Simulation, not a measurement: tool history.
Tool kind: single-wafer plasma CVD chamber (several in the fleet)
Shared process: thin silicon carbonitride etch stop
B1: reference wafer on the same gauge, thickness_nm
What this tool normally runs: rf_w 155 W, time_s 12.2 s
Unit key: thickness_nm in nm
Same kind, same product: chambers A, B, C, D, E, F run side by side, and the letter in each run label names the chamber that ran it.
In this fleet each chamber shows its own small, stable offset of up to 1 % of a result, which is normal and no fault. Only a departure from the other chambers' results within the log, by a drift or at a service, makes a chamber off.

Run 1E, hour 6.0: usual settings; B1 5.5128. Result: thickness_nm 6.3763 nm.
Run 2D, hour 11.8: usual settings; B1 5.5104. Result: thickness_nm 6.4369 nm.
Run 3B, hour 18.4: usual settings; B1 5.5090. Result: thickness_nm 6.4379 nm.
Run 4A, hour 21.7: usual settings; B1 5.5103. Result: thickness_nm 6.4167 nm.
Run 5C, hour 28.8: usual settings; B1 5.5102. Result: thickness_nm 6.4735 nm.
Run 6F, hour 32.2: usual settings; B1 5.5135. Result: thickness_nm 6.3724 nm.
Run 7B, hour 38.1: usual settings; B1 5.5116. Result: thickness_nm 6.4220 nm.
Run 8A, hour 43.1: usual settings; B1 5.5127. Result: thickness_nm 6.4269 nm.
Run 9C, hour 50.4: usual settings but time_s 11.3 s; B1 5.5099. Result: thickness_nm 5.9734 nm.
Run 10E, hour 54.2: usual settings but time_s 11.3 s; B1 5.5130. Result: thickness_nm 5.9216 nm.
Run 11D, hour 60.7: usual settings but time_s 11.3 s; B1 5.5110. Result: thickness_nm 5.9711 nm.
Run 12F, hour 67.9: usual settings but time_s 11.3 s; B1 5.5085. Result: thickness_nm 5.8818 nm.
Run 13F, hour 75.2: usual settings but time_s 11.3 s; B1 5.5141. Result: thickness_nm 5.9270 nm.
Run 14C, hour 82.7: usual settings but time_s 11.3 s; B1 5.5108. Result: thickness_nm 5.9762 nm.
Run 15A, hour 88.7: usual settings; B1 5.5093. Result: thickness_nm 6.4036 nm.
Run 16E, hour 92.2: usual settings; B1 5.5093. Result: thickness_nm 6.3771 nm.
Run 17D, hour 95.6: usual settings; B1 5.5093. Result: thickness_nm 6.4228 nm.
Run 18B, hour 102.0: usual settings; B1 5.5077. Result: thickness_nm 6.4246 nm.
Run 19B, hour 106.2: usual settings; B1 5.5116. Result: thickness_nm 6.4486 nm.
Run 20C, hour 112.2: usual settings; B1 5.5113. Result: thickness_nm 6.4496 nm.
Run 21E, hour 118.4: usual settings; B1 5.5083. Result: thickness_nm 6.3957 nm.
Run 22A, hour 123.0: usual settings; B1 5.5103. Result: thickness_nm 6.4177 nm.
Run 23D, hour 129.5: usual settings; B1 5.5088. Result: thickness_nm 6.4235 nm.
Run 24F, hour 134.1: usual settings; B1 5.5096. Result: thickness_nm 6.3695 nm.
Run 25D, hour 137.9: usual settings but time_s 13.1 s; B1 5.5131. Result: thickness_nm 6.8970 nm.
Run 26E, hour 141.2: usual settings but time_s 13.1 s; B1 5.5132. Result: thickness_nm 6.8530 nm.
Run 27A, hour 146.3: usual settings but time_s 13.1 s; B1 5.5079. Result: thickness_nm 6.8873 nm.
Run 28F, hour 153.8: usual settings but time_s 13.1 s; B1 5.5116. Result: thickness_nm 6.8479 nm.
Run 29C, hour 158.7: usual settings but time_s 13.1 s; B1 5.5119. Result: thickness_nm 6.9182 nm.
Run 30B, hour 164.9: usual settings but time_s 13.1 s; B1 5.5076. Result: thickness_nm 6.9116 nm.
Run 31A, hour 168.6: usual settings; B1 5.5095. Result: thickness_nm 6.4062 nm.
Run 32B, hour 173.3: usual settings; B1 5.5103. Result: thickness_nm 6.4299 nm.
Run 33C, hour 178.9: usual settings; B1 5.5081. Result: thickness_nm 6.4259 nm.
Run 34F, hour 186.3: usual settings; B1 5.5069. Result: thickness_nm 6.3900 nm.
Run 35E, hour 193.0: usual settings; B1 5.5100. Result: thickness_nm 6.3871 nm.
Run 36D, hour 199.2: usual settings; B1 5.5086. Result: thickness_nm 6.4228 nm.
Run 37B, hour 203.0: usual settings; B1 5.5142. Result: thickness_nm 6.4244 nm.
Run 38E, hour 208.6: usual settings; B1 5.5134. Result: thickness_nm 6.3897 nm.
Run 39D, hour 213.6: usual settings; B1 5.5072. Result: thickness_nm 6.4178 nm.
Run 40F, hour 218.6: usual settings; B1 5.5098. Result: thickness_nm 6.3800 nm.
Run 41A, hour 225.8: usual settings; B1 5.5112. Result: thickness_nm 6.4196 nm.

All 6 chambers run these settings next. Forecast each chamber's results:
Run 42A, hour 231.2: usual settings but time_s 10.3 s. Result: thickness_nm ?.
Run 42B, hour 231.2: usual settings but time_s 10.3 s. Result: thickness_nm ?.
Run 42C, hour 231.2: usual settings but time_s 10.3 s. Result: thickness_nm ?.
Run 42D, hour 231.2: usual settings but time_s 10.3 s. Result: thickness_nm ?.
Run 42E, hour 231.2: usual settings but time_s 10.3 s. Result: thickness_nm ?.
Run 42F, hour 231.2: usual settings but time_s 10.3 s. Result: thickness_nm ?.

run  thickness_nm
42A        5.4062
42B        5.4432
42C        5.4476
42D        5.4124
42E        5.3810
42F        5.4058
